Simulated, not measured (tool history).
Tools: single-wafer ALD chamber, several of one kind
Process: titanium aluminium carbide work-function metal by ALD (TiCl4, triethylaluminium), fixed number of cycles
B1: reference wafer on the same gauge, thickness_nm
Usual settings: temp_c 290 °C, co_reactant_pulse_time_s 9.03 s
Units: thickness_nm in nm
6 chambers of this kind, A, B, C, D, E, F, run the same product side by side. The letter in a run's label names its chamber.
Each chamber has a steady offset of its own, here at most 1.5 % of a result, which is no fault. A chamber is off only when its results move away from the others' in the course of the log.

{"run": "1D", "day": 0.092, "temp_c": 290, "co_reactant_pulse_time_s": 9.03, "B1": 1.5204, "thickness_nm": 1.9067}
{"run": "2E", "day": 0.208, "temp_c": 290, "co_reactant_pulse_time_s": 9.03, "B1": 1.5195, "thickness_nm": 1.8786}
{"run": "3F", "day": 0.304, "temp_c": 290, "co_reactant_pulse_time_s": 9.03, "B1": 1.5196, "thickness_nm": 1.8814}
{"run": "4C", "day": 0.446, "temp_c": 290, "co_reactant_pulse_time_s": 9.03, "B1": 1.5188, "thickness_nm": 1.9153}
{"run": "5A", "day": 0.558, "temp_c": 290, "co_reactant_pulse_time_s": 9.03, "B1": 1.5187, "thickness_nm": 1.8923}
{"run": "6B", "day": 0.733, "temp_c": 290, "co_reactant_pulse_time_s": 9.03, "B1": 1.5186, "thickness_nm": 1.8811}
{"run": "7A", "day": 0.908, "temp_c": 290, "co_reactant_pulse_time_s": 9.03, "B1": 1.5186, "thickness_nm": 1.8938}
{"run": "8E", "day": 1.071, "temp_c": 290, "co_reactant_pulse_time_s": 9.03, "B1": 1.519, "thickness_nm": 1.8794}
{"run": "9B", "day": 1.25, "temp_c": 290, "co_reactant_pulse_time_s": 9.03, "B1": 1.5179, "thickness_nm": 1.8827}
{"run": "10C", "day": 1.412, "temp_c": 290, "co_reactant_pulse_time_s": 9.03, "B1": 1.5177, "thickness_nm": 1.9144}
{"run": "11D", "day": 1.583, "temp_c": 290, "co_reactant_pulse_time_s": 9.03, "B1": 1.5178, "thickness_nm": 1.9002}
{"run": "12F", "day": 1.746, "temp_c": 290, "co_reactant_pulse_time_s": 9.03, "B1": 1.5175, "thickness_nm": 1.8772}
{"run": "13B", "day": 1.867, "temp_c": 290, "co_reactant_pulse_time_s": 9.03, "B1": 1.5174, "thickness_nm": 1.8816}
{"run": "14C", "day": 2.038, "temp_c": 290, "co_reactant_pulse_time_s": 9.03, "B1": 1.5175, "thickness_nm": 1.9082}
{"run": "15A", "day": 2.196, "temp_c": 290, "co_reactant_pulse_time_s": 9.03, "B1": 1.5165, "thickness_nm": 1.8926}
{"run": "16F", "day": 2.321, "temp_c": 290, "co_reactant_pulse_time_s": 9.03, "B1": 1.5171, "thickness_nm": 1.8755}
{"run": "17D", "day": 2.442, "temp_c": 290, "co_reactant_pulse_time_s": 9.03, "B1": 1.5169, "thickness_nm": 1.9033}
{"run": "18E", "day": 2.533, "temp_c": 277, "co_reactant_pulse_time_s": 10.87, "B1": 1.5165, "thickness_nm": 1.804}
{"run": "19A", "day": 2.642, "temp_c": 277, "co_reactant_pulse_time_s": 10.87, "B1": 1.5166, "thickness_nm": 1.8157}
{"run": "20B", "day": 2.817, "temp_c": 277, "co_reactant_pulse_time_s": 10.87, "B1": 1.5165, "thickness_nm": 1.8073}
{"run": "21C", "day": 2.946, "temp_c": 277, "co_reactant_pulse_time_s": 10.87, "B1": 1.516, "thickness_nm": 1.8404}
{"run": "22F", "day": 3.071, "temp_c": 277, "co_reactant_pulse_time_s": 10.87, "B1": 1.5157, "thickness_nm": 1.8021}
{"run": "23E", "day": 3.221, "temp_c": 277, "co_reactant_pulse_time_s": 10.87, "B1": 1.5164, "thickness_nm": 1.8052}
{"run": "24D", "day": 3.338, "temp_c": 290, "co_reactant_pulse_time_s": 9.03, "B1": 1.5159, "thickness_nm": 1.9038}
{"run": "25B", "day": 3.483, "temp_c": 290, "co_reactant_pulse_time_s": 9.03, "B1": 1.5153, "thickness_nm": 1.878}
{"run": "26F", "day": 3.642, "temp_c": 290, "co_reactant_pulse_time_s": 9.03, "B1": 1.5153, "thickness_nm": 1.8741}
{"run": "27E", "day": 3.733, "temp_c": 290, "co_reactant_pulse_time_s": 9.03, "B1": 1.5151, "thickness_nm": 1.8734}
{"run": "28A", "day": 3.879, "temp_c": 290, "co_reactant_pulse_time_s": 9.03, "B1": 1.5147, "thickness_nm": 1.8868}
{"run": "29D", "day": 4.0, "temp_c": 290, "co_reactant_pulse_time_s": 9.03, "B1": 1.5154, "thickness_nm": 1.9006}
{"run": "30C", "day": 4.1, "temp_c": 290, "co_reactant_pulse_time_s": 9.03, "B1": 1.5151, "thickness_nm": 1.9091}
{"run": "31A", "day": 4.204, "temp_c": 290, "co_reactant_pulse_time_s": 9.03, "B1": 1.5146, "thickness_nm": 1.8894}
{"run": "32C", "day": 4.379, "temp_c": 285, "co_reactant_pulse_time_s": 9.03, "B1": 1.5138, "thickness_nm": 1.8647}
{"run": "33F", "day": 4.521, "temp_c": 285, "co_reactant_pulse_time_s": 9.03, "B1": 1.5136, "thickness_nm": 1.8293}
{"run": "34E", "day": 4.667, "temp_c": 285, "co_reactant_pulse_time_s": 9.03, "B1": 1.5135, "thickness_nm": 1.8287}
{"run": "35D", "day": 4.767, "temp_c": 285, "co_reactant_pulse_time_s": 9.03, "B1": 1.5137, "thickness_nm": 1.8535}
{"run": "36B", "day": 4.854, "temp_c": 285, "co_reactant_pulse_time_s": 9.03, "B1": 1.5137, "thickness_nm": 1.8352}
{"day": 4.938, "done": "chamber B: thermocouple changed; heater temperature recalibrated"}
{"run": "37B", "day": 4.988, "temp_c": 285, "co_reactant_pulse_time_s": 9.03, "B1": 1.5135, "thickness_nm": 1.8326}
{"run": "38E", "day": 5.075, "temp_c": 290, "co_reactant_pulse_time_s": 9.03, "B1": 1.5134, "thickness_nm": 1.8741}
{"run": "39D", "day": 5.217, "temp_c": 290, "co_reactant_pulse_time_s": 9.03, "B1": 1.5132, "thickness_nm": 1.8984}
{"run": "40A", "day": 5.408, "temp_c": 290, "co_reactant_pulse_time_s": 9.03, "B1": 1.513, "thickness_nm": 1.8842}
{"run": "41F", "day": 5.55, "temp_c": 290, "co_reactant_pulse_time_s": 9.03, "B1": 1.5131, "thickness_nm": 1.8701}

Is one chamber off against the others, does the gauge drift, or is nothing wrong? If a chamber is off, say which, and what the likeliest cause is.

The gauge drifts, so all chambers seem to drift together. No chamber is off.
Cause: gauge reads low (%) = 0.488.

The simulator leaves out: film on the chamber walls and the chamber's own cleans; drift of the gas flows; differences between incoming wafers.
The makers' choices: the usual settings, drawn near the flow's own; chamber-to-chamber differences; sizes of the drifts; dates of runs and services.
